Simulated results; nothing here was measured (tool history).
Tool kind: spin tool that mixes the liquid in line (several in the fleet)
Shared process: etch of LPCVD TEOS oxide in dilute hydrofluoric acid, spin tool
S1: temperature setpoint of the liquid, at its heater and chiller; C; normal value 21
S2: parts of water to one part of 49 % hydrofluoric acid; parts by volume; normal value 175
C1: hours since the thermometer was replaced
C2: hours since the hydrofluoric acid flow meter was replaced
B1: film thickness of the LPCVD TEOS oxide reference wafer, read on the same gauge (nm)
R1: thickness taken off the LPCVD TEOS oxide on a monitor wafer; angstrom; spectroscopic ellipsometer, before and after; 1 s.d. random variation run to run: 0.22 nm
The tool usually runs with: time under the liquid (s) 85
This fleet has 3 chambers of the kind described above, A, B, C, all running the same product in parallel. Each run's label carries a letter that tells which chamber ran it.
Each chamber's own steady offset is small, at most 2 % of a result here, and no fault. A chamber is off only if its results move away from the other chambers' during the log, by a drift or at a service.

run 1B hour=6.4 | S1=21 S2=175 time_under_the_liquid_(s)=85 | C1=827.7 C2=912.1 | B1=149.98 | R1=225.18
run 2A hour=17.2 | S1=21 S2=175 time_under_the_liquid_(s)=85 | C1=919.3 C2=264.8 | B1=150.02 | R1=220.27
run 3C hour=31.3 | S1=21 S2=175 time_under_the_liquid_(s)=85 | C1=1897.5 C2=551.5 | B1=150 | R1=219.96
run 4C hour=39.6 | S1=21 S2=175 time_under_the_liquid_(s)=85 | C1=1905.8 C2=559.8 | B1=149.94 | R1=218.99
run 5B hour=49.1 | S1=21 S2=175 time_under_the_liquid_(s)=85 | C1=870.4 C2=954.8 | B1=149.94 | R1=223.47
run 6A hour=60.7 | S1=21 S2=175 time_under_the_liquid_(s)=85 | C1=962.8 C2=308.3 | B1=150.03 | R1=218.36
run 7A hour=67.3 | S1=21 S2=175 time_under_the_liquid_(s)=85 | C1=969.4 C2=314.9 | B1=150.05 | R1=215
run 8B hour=76.4 | S1=21 S2=175 time_under_the_liquid_(s)=85 | C1=897.7 C2=982.1 | B1=150.02 | R1=222.33
run 9C hour=87.2 | S1=21 S2=175 time_under_the_liquid_(s)=85 | C1=1953.4 C2=607.4 | B1=149.99 | R1=223.92
run 10C hour=100.3 | S1=21 S2=175 time_under_the_liquid_(s)=85 | C1=1966.5 C2=620.5 | B1=150.01 | R1=226.12
run 11B hour=107.7 | S1=21 S2=175 time_under_the_liquid_(s)=85 | C1=929 C2=1013.4 | B1=149.98 | R1=225.44
run 12A hour=114.9 | S1=21 S2=175 time_under_the_liquid_(s)=85 | C1=1017 C2=362.5 | B1=149.98 | R1=219.67
run 13A hour=124.4 | S1=21 S2=175 time_under_the_liquid_(s)=85 | C1=1026.5 C2=372 | B1=149.99 | R1=218.29
run 14B hour=136.1 | S1=21 S2=175 time_under_the_liquid_(s)=85 | C1=957.4 C2=1041.8 | B1=150.01 | R1=225.51
run 15C hour=145.2 | S1=21 S2=175 time_under_the_liquid_(s)=85 | C1=2011.4 C2=665.4 | B1=150 | R1=233.78
run 16A hour=155.3 | S1=21 S2=175 time_under_the_liquid_(s)=85 | C1=1057.4 C2=402.9 | B1=150.03 | R1=221.82
run 17B hour=168.1 | S1=21 S2=175 time_under_the_liquid_(s)=85 | C1=989.4 C2=1073.8 | B1=149.97 | R1=218.95
run 18C hour=180 | S1=21 S2=175 time_under_the_liquid_(s)=85 | C1=2046.2 C2=700.2 | B1=150.02 | R1=234.81
run 19A hour=189.7 | S1=21 S2=220 time_under_the_liquid_(s)=85 | C1=1091.8 C2=437.3 | B1=149.96 | R1=166.3
run 20B hour=202.9 | S1=21 S2=220 time_under_the_liquid_(s)=85 | C1=1024.2 C2=1108.6 | B1=150.01 | R1=165.62
run 21C hour=214.2 | S1=21 S2=220 time_under_the_liquid_(s)=85 | C1=2080.4 C2=734.4 | B1=149.99 | R1=178.73

Read the log: is a single chamber off, either drifting away or since a service, is the gauge that measures every chamber drifting, or is nothing wrong beyond small per-chamber offsets? Name any odd chamber and what most likely caused it.

Chamber C drifts away from the others.
What lies behind it: hydrofluoric acid flow above the setpoint (%) = 6.25.
The log might look much the same if the cause were instead: liquid hotter than its thermometer reads (K).

Below are 4 candidate recipes for chamber C's next run, each the usual settings with a change, their results shown as question marks. Which of them brings C's results back in line with what the other chambers give on the usual settings?
In line means no further than this from the other chambers' mean on the usual settings: R1 7.5 angstrom
run 22C-1 hour=224.5 | S1=21 S2=180 time_under_the_liquid_(s)=80 | R1=?
run 22C-2 hour=224.5 | S1=21.5 S2=175 time_under_the_liquid_(s)=85 | R1=?
run 22C-3 hour=224.5 | S1=20.5 S2=175 time_under_the_liquid_(s)=85 | R1=?
run 22C-4 hour=224.5 | S1=21 S2=170 time_under_the_liquid_(s)=90 | R1=?

Average result of the remaining chambers running the usual settings: R1 220.23 angstrom
run=22C-1 R1=217.33
run=22C-2 R1=243.29
run=22C-3 R1=234.15
run=22C-4 R1=261.46
The answer is 22C-1, which returns the chamber to within the allowed miss of the others.

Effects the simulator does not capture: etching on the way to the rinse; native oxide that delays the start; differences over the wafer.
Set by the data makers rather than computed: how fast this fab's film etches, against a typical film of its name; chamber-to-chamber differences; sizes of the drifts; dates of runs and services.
